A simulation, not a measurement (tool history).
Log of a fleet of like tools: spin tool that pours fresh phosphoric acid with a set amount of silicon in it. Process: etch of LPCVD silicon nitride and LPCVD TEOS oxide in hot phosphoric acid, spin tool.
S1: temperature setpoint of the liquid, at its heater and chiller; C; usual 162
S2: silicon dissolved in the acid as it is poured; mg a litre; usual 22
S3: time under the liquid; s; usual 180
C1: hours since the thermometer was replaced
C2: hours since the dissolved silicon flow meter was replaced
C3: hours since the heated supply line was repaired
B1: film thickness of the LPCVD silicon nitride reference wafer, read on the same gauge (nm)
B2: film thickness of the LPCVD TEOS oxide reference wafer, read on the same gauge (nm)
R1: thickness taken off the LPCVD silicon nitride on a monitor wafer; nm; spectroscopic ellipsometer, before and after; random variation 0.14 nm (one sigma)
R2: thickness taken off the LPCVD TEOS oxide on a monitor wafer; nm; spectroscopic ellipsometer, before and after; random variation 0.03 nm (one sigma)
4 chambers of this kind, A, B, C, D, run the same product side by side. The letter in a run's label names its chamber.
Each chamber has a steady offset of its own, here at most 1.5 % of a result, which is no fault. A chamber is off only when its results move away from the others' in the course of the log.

run 1A day=0.567 | S1=162 S2=22 S3=180 | C1=708.8 C2=209.7 C3=603.7 | B1=109.99 B2=120.03 | R1=18.412 R2=0.55074
run 2C day=1.117 | S1=162 S2=22 S3=180 | C1=400.7 C2=1127.5 C3=1267.2 | B1=110.00 B2=119.99 | R1=18.161 R2=0.54297
run 3D day=1.575 | S1=162 S2=22 S3=180 | C1=946.8 C2=687.9 C3=158.7 | B1=110.02 B2=119.98 | R1=18.511 R2=0.52421
run 4B day=1.950 | S1=162 S2=22 S3=180 | C1=423.0 C2=1282.4 C3=987.8 | B1=109.97 B2=120.02 | R1=18.074 R2=0.51260
run 5D day=2.383 | S1=162 S2=22 S3=180 | C1=966.2 C2=707.3 C3=178.1 | B1=110.01 B2=120.00 | R1=18.339 R2=0.52605
run 6B day=2.692 | S1=162 S2=22 S3=180 | C1=440.8 C2=1300.2 C3=1005.6 | B1=110.01 B2=120.01 | R1=17.967 R2=0.53165
run 7A day=3.017 | S1=162 S2=22 S3=180 | C1=767.6 C2=268.5 C3=662.5 | B1=110.00 B2=120.02 | R1=18.203 R2=0.45142
run 8C day=3.375 | S1=162 S2=22 S3=180 | C1=454.9 C2=1181.7 C3=1321.4 | B1=110.01 B2=119.99 | R1=17.991 R2=0.55433
run 9A day=3.842 | S1=162 S2=22 S3=240 | C1=787.4 C2=288.3 C3=682.3 | B1=110.01 B2=120.01 | R1=24.479 R2=0.66835
run 10C day=4.304 | S1=162 S2=22 S3=240 | C1=477.2 C2=1204.0 C3=1343.7 | B1=109.97 B2=120.00 | R1=23.800 R2=0.74904
-- day=4.588 chamber B: dissolved silicon flow meter replaced
run 11D day=4.883 | S1=162 S2=22 S3=240 | C1=1026.2 C2=767.3 C3=238.1 | B1=110.00 B2=120.00 | R1=24.289 R2=0.70230
run 12B day=5.308 | S1=162 S2=22 S3=240 | C1=503.6 C2=17.3 C3=1068.4 | B1=109.99 B2=119.98 | R1=23.743 R2=0.74637
run 13D day=5.808 | S1=162 S2=22 S3=180 | C1=1048.4 C2=789.5 C3=260.3 | B1=110.03 B2=120.00 | R1=18.229 R2=0.53292
run 14C day=6.175 | S1=162 S2=22 S3=180 | C1=522.1 C2=1248.9 C3=1388.6 | B1=109.99 B2=120.00 | R1=18.281 R2=0.51291
run 15A day=6.725 | S1=162 S2=22 S3=180 | C1=856.6 C2=357.5 C3=751.5 | B1=110.01 B2=120.02 | R1=18.255 R2=0.48318
-- day=6.783 chamber B: heated supply line repaired
run 16B day=7.312 | S1=162 S2=22 S3=180 | C1=551.7 C2=65.4 C3=12.7 | B1=110.00 B2=119.99 | R1=17.655 R2=0.47184
run 17C day=7.804 | S1=162 S2=9 S3=180 | C1=561.2 C2=1288.0 C3=1427.7 | B1=110.01 B2=120.01 | R1=17.999 R2=0.70561
run 18D day=8.146 | S1=162 S2=9 S3=180 | C1=1104.5 C2=845.6 C3=316.4 | B1=110.02 B2=120.00 | R1=18.235 R2=0.71066
run 19A day=8.746 | S1=162 S2=9 S3=180 | C1=905.1 C2=406.0 C3=800.0 | B1=110.01 B2=119.98 | R1=18.284 R2=0.73228
run 20B day=9.204 | S1=162 S2=9 S3=180 | C1=597.1 C2=110.8 C3=58.1 | B1=109.99 B2=120.00 | R1=17.192 R2=0.66643
run 21D day=9.638 | S1=162 S2=22 S3=180 | C1=1140.3 C2=881.4 C3=352.2 | B1=110.01 B2=119.96 | R1=18.330 R2=0.52849
-- day=10.000 chamber A: dissolved silicon flow meter replaced
run 22B day=10.175 | S1=162 S2=22 S3=180 | C1=620.4 C2=134.1 C3=81.4 | B1=109.98 B2=120.03 | R1=17.094 R2=0.42807
run 23C day=10.771 | S1=162 S2=22 S3=180 | C1=632.4 C2=1359.2 C3=1498.9 | B1=109.99 B2=120.00 | R1=18.288 R2=0.57038
-- day=11.129 chamber C: dissolved silicon flow meter replaced
run 24A day=11.317 | S1=162 S2=22 S3=180 | C1=966.8 C2=31.7 C3=861.7 | B1=110.01 B2=120.00 | R1=18.520 R2=0.50458
run 25A day=11.867 | S1=162 S2=22 S3=180 | C1=980.0 C2=44.9 C3=874.9 | B1=110.01 B2=119.98 | R1=18.122 R2=0.49807
run 26C day=12.212 | S1=162 S2=22 S3=180 | C1=667.0 C2=26.1 C3=1533.5 | B1=110.02 B2=119.97 | R1=17.922 R2=0.47884
run 27D day=12.779 | S1=162 S2=22 S3=180 | C1=1215.7 C2=956.8 C3=427.6 | B1=109.96 B2=120.00 | R1=18.123 R2=0.54364

All 4 chambers run these settings next. Forecast each chamber's results:
run 28A day=13.246 | S1=162 S2=22 S3=225 | R1=? R2=?
run 28B day=13.246 | S1=162 S2=22 S3=225 | R1=? R2=?
run 28C day=13.246 | S1=162 S2=22 S3=225 | R1=? R2=?
run 28D day=13.246 | S1=162 S2=22 S3=225 | R1=? R2=?

run=28A R1=22.636 R2=0.66270
run=28B R1=20.764 R2=0.51827
run=28C R1=22.478 R2=0.66662
run=28D R1=22.687 R2=0.62344
